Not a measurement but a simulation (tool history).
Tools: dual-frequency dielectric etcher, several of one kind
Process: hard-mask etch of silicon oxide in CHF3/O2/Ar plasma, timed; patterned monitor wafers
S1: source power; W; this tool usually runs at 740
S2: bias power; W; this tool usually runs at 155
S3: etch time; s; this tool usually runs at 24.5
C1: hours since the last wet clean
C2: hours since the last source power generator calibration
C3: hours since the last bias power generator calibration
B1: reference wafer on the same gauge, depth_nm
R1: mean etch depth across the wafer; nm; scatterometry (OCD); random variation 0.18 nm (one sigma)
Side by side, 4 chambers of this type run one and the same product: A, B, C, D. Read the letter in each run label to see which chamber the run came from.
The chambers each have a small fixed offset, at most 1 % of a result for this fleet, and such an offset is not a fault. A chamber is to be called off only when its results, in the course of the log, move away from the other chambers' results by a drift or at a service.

| run | day | S1 | S2 | S3 | C1 | C2 | C3 | B1 | R1 |
|---|---|---|---|---|---|---|---|---|---|
| 1A | 0.342 | 740 | 155 | 24.5 | 205.7 | 2134.3 | 1014.9 | 59.473 | 50.543 |
| 2D | 0.696 | 740 | 155 | 24.5 | 103.8 | 729 | 962 | 59.33 | 50.293 |
| 3C | 0.95 | 740 | 155 | 24.5 | 558 | 1540 | 2611.9 | 59.404 | 50.802 |
| 4B | 1.183 | 740 | 155 | 24.5 | 325.8 | 2326 | 163.1 | 59.387 | 49.799 |
| 5B | 1.425 | 740 | 155 | 24.5 | 331.6 | 2331.8 | 168.9 | 59.414 | 50.355 |
| 6C | 1.717 | 740 | 155 | 24.5 | 576.4 | 1558.4 | 2630.3 | 59.389 | 50.404 |
| 7D | 2.088 | 740 | 155 | 24.5 | 137.2 | 762.4 | 995.4 | 59.379 | 49.903 |
| 8A | 2.379 | 740 | 155 | 24.5 | 254.6 | 2183.2 | 1063.8 | 59.47 | 50.05 |
| 9B | 2.608 | 740 | 155 | 24.5 | 360 | 2360.2 | 197.3 | 59.434 | 49.987 |
| 10A | 2.921 | 740 | 155 | 24.5 | 267.6 | 2196.2 | 1076.8 | 59.436 | 50.325 |
| 11C | 3.192 | 740 | 155 | 24.5 | 611.8 | 1593.8 | 2665.7 | 59.394 | 50.354 |
| 12D | 3.512 | 740 | 155 | 24.5 | 171.4 | 796.6 | 1029.6 | 59.424 | 50.649 |
| 13A | 3.792 | 740 | 155 | 24.5 | 288.5 | 2217.1 | 1097.7 | 59.378 | 50.328 |
| 14B | 4.146 | 740 | 155 | 24.5 | 396.9 | 2397.1 | 234.2 | 59.42 | 49.801 |
| 15C | 4.342 | 740 | 155 | 24.5 | 639.4 | 1621.4 | 2693.3 | 59.439 | 50.408 |
|  | 4.396 | chamber C: wet clean of the chamber |
| 16D | 4.717 | 740 | 181 | 24.5 | 200.3 | 825.5 | 1058.5 | 59.375 | 52.854 |
| 17D | 5.079 | 740 | 181 | 24.5 | 209 | 834.2 | 1067.2 | 59.419 | 53.006 |
| 18C | 5.342 | 740 | 181 | 24.5 | 22.8 | 1645.4 | 2717.3 | 59.46 | 54.213 |
| 19A | 5.721 | 740 | 181 | 24.5 | 334.8 | 2263.4 | 1144 | 59.41 | 52.535 |
| 20B | 6.038 | 740 | 155 | 24.5 | 442.3 | 2442.5 | 279.6 | 59.404 | 49.924 |
| 21D | 6.392 | 740 | 155 | 24.5 | 240.5 | 865.7 | 1098.7 | 59.422 | 50.354 |
| 22B | 6.792 | 740 | 155 | 24.5 | 460.4 | 2460.6 | 297.7 | 59.422 | 50.222 |
| 23C | 7.138 | 840 | 155 | 24.5 | 65.9 | 1688.5 | 2760.4 | 59.355 | 54.01 |
| 24A | 7.496 | 840 | 155 | 24.5 | 377.4 | 2306 | 1186.6 | 59.395 | 52.619 |
| 25B | 7.708 | 840 | 155 | 24.5 | 482.4 | 2482.6 | 319.7 | 59.437 | 52.462 |
| 26C | 7.975 | 840 | 155 | 24.5 | 86 | 1708.6 | 2780.5 | 59.435 | 54.374 |
| 27D | 8.275 | 840 | 155 | 30 | 285.7 | 910.9 | 1143.9 | 59.402 | 64.477 |
| 28A | 8.538 | 840 | 155 | 30 | 402.4 | 2331 | 1211.6 | 59.402 | 64.424 |
| 29C | 8.804 | 840 | 155 | 30 | 105.9 | 1728.5 | 2800.4 | 59.366 | 66.065 |

Next, all 4 chambers run the settings below, one line each with question marks for the results. What does each chamber give?
| 30A | 9.096 | 740 | 155 | 24.5 |  |  |  |  | ? |
| 30B | 9.096 | 740 | 155 | 24.5 |  |  |  |  | ? |
| 30C | 9.096 | 740 | 155 | 24.5 |  |  |  |  | ? |
| 30D | 9.096 | 740 | 155 | 24.5 |  |  |  |  | ? |

| run | R1 |
|---|---|
| 30A | 50.009 |
| 30B | 49.974 |
| 30C | 51.41 |
| 30D | 50.497 |
